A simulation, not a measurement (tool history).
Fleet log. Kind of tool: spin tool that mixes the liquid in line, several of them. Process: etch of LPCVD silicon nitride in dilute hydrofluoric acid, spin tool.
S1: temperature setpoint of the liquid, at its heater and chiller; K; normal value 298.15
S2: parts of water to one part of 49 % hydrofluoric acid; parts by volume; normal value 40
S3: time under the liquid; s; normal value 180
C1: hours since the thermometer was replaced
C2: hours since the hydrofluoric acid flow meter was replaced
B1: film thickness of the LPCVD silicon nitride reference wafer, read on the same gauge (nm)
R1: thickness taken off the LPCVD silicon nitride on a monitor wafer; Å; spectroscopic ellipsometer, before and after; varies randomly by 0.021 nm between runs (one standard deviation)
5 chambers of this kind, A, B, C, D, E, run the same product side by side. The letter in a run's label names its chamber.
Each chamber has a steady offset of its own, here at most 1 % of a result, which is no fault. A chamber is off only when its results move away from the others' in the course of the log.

{"run": "1D", "day": 0.421, "S1": 298.15, "S2": 40, "S3": 180, "C1": 1510.3, "C2": 2490.3, "B1": 80.012, "R1": 22.35}
{"run": "2A", "day": 0.838, "S1": 298.15, "S2": 40, "S3": 180, "C1": 321.1, "C2": 398.3, "B1": 79.998, "R1": 22.314}
{"day": 1.125, "done": "chamber E: hydrofluoric acid flow meter replaced"}
{"run": "3C", "day": 1.196, "S1": 298.15, "S2": 40, "S3": 180, "C1": 348.8, "C2": 402.3, "B1": 79.997, "R1": 22.617}
{"run": "4E", "day": 1.617, "S1": 298.15, "S2": 40, "S3": 180, "C1": 600.8, "C2": 11.9, "B1": 79.998, "R1": 22.179}
{"run": "5B", "day": 2.017, "S1": 298.15, "S2": 40, "S3": 180, "C1": 833.7, "C2": 58.6, "B1": 79.978, "R1": 22.414}
{"run": "6A", "day": 2.517, "S1": 298.15, "S2": 40, "S3": 180, "C1": 361.4, "C2": 438.6, "B1": 79.993, "R1": 22.225}
{"run": "7E", "day": 2.942, "S1": 298.15, "S2": 40, "S3": 180, "C1": 632.6, "C2": 43.7, "B1": 80.009, "R1": 21.911}
{"day": 3.467, "done": "chamber D: hydrofluoric acid flow meter replaced"}
{"run": "8B", "day": 3.475, "S1": 298.15, "S2": 40, "S3": 180, "C1": 868.7, "C2": 93.6, "B1": 80.014, "R1": 22.275}
{"run": "9C", "day": 3.838, "S1": 298.15, "S2": 50, "S3": 245, "C1": 412.2, "C2": 465.7, "B1": 80.006, "R1": 24.305}
{"run": "10D", "day": 4.367, "S1": 298.15, "S2": 50, "S3": 245, "C1": 1605, "C2": 21.6, "B1": 79.987, "R1": 24.735}
{"run": "11B", "day": 4.742, "S1": 298.15, "S2": 50, "S3": 245, "C1": 899.1, "C2": 124, "B1": 80.007, "R1": 24.651}
{"run": "12C", "day": 5.121, "S1": 298.15, "S2": 50, "S3": 245, "C1": 443, "C2": 496.5, "B1": 80.008, "R1": 24.037}
{"run": "13A", "day": 5.65, "S1": 298.15, "S2": 50, "S3": 245, "C1": 436.6, "C2": 513.8, "B1": 80.021, "R1": 24.501}
{"run": "14D", "day": 5.925, "S1": 300.15, "S2": 55, "S3": 180, "C1": 1642.4, "C2": 59, "B1": 79.976, "R1": 18.39}
{"run": "15E", "day": 6.262, "S1": 300.15, "S2": 55, "S3": 180, "C1": 712.3, "C2": 123.4, "B1": 80.007, "R1": 18.326}
{"run": "16D", "day": 6.554, "S1": 300.15, "S2": 55, "S3": 180, "C1": 1657.5, "C2": 74.1, "B1": 80.003, "R1": 18.521}
{"run": "17E", "day": 7.071, "S1": 300.15, "S2": 55, "S3": 180, "C1": 731.7, "C2": 142.8, "B1": 80.008, "R1": 18.655}
{"run": "18A", "day": 7.604, "S1": 300.15, "S2": 55, "S3": 180, "C1": 483.5, "C2": 560.7, "B1": 79.978, "R1": 18.461}
{"run": "19B", "day": 7.958, "S1": 298.15, "S2": 40, "S3": 180, "C1": 976.3, "C2": 201.2, "B1": 80.005, "R1": 22.664}
{"run": "20C", "day": 8.312, "S1": 298.15, "S2": 40, "S3": 180, "C1": 519.6, "C2": 573.1, "B1": 80.006, "R1": 21.345}
{"run": "21C", "day": 8.883, "S1": 298.15, "S2": 40, "S3": 180, "C1": 533.3, "C2": 586.8, "B1": 80.003, "R1": 21.21}
{"run": "22B", "day": 9.383, "S1": 298.15, "S2": 40, "S3": 180, "C1": 1010.5, "C2": 235.4, "B1": 79.973, "R1": 22.33}
{"run": "23E", "day": 9.808, "S1": 298.15, "S2": 40, "S3": 180, "C1": 797.4, "C2": 208.5, "B1": 79.974, "R1": 21.882}
{"run": "24D", "day": 10.288, "S1": 298.15, "S2": 40, "S3": 180, "C1": 1747.1, "C2": 163.7, "B1": 79.993, "R1": 22.316}
{"run": "25A", "day": 10.796, "S1": 298.15, "S2": 40, "S3": 180, "C1": 560.1, "C2": 637.3, "B1": 80.003, "R1": 22.516}
{"run": "26E", "day": 11.104, "S1": 298.15, "S2": 40, "S3": 180, "C1": 828.5, "C2": 239.6, "B1": 80, "R1": 22.297}
{"run": "27A", "day": 11.596, "S1": 298.15, "S2": 40, "S3": 180, "C1": 579.3, "C2": 656.5, "B1": 79.99, "R1": 22.18}
{"run": "28C", "day": 11.908, "S1": 298.15, "S2": 40, "S3": 180, "C1": 605.9, "C2": 659.4, "B1": 79.996, "R1": 20.931}
{"run": "29D", "day": 12.45, "S1": 298.15, "S2": 40, "S3": 180, "C1": 1799, "C2": 215.6, "B1": 79.999, "R1": 22.311}
{"run": "30B", "day": 13.004, "S1": 296.15, "S2": 40, "S3": 235, "C1": 1097.4, "C2": 322.3, "B1": 79.985, "R1": 25.69}
{"run": "31E", "day": 13.338, "S1": 296.15, "S2": 40, "S3": 235, "C1": 882.1, "C2": 293.2, "B1": 80.017, "R1": 25.175}

All chambers now run identical settings, listed one chamber a line with results as question marks. What results will each chamber show?
{"run": "32A", "day": 13.771, "S1": 300.15, "S2": 40, "S3": 180, "R1": "?"}
{"run": "32B", "day": 13.771, "S1": 300.15, "S2": 40, "S3": 180, "R1": "?"}
{"run": "32C", "day": 13.771, "S1": 300.15, "S2": 40, "S3": 180, "R1": "?"}
{"run": "32D", "day": 13.771, "S1": 300.15, "S2": 40, "S3": 180, "R1": "?"}
{"run": "32E", "day": 13.771, "S1": 300.15, "S2": 40, "S3": 180, "R1": "?"}

run=32A R1=26.091
run=32B R1=25.38
run=32C R1=23.333
run=32D R1=25.298
run=32E R1=25.36

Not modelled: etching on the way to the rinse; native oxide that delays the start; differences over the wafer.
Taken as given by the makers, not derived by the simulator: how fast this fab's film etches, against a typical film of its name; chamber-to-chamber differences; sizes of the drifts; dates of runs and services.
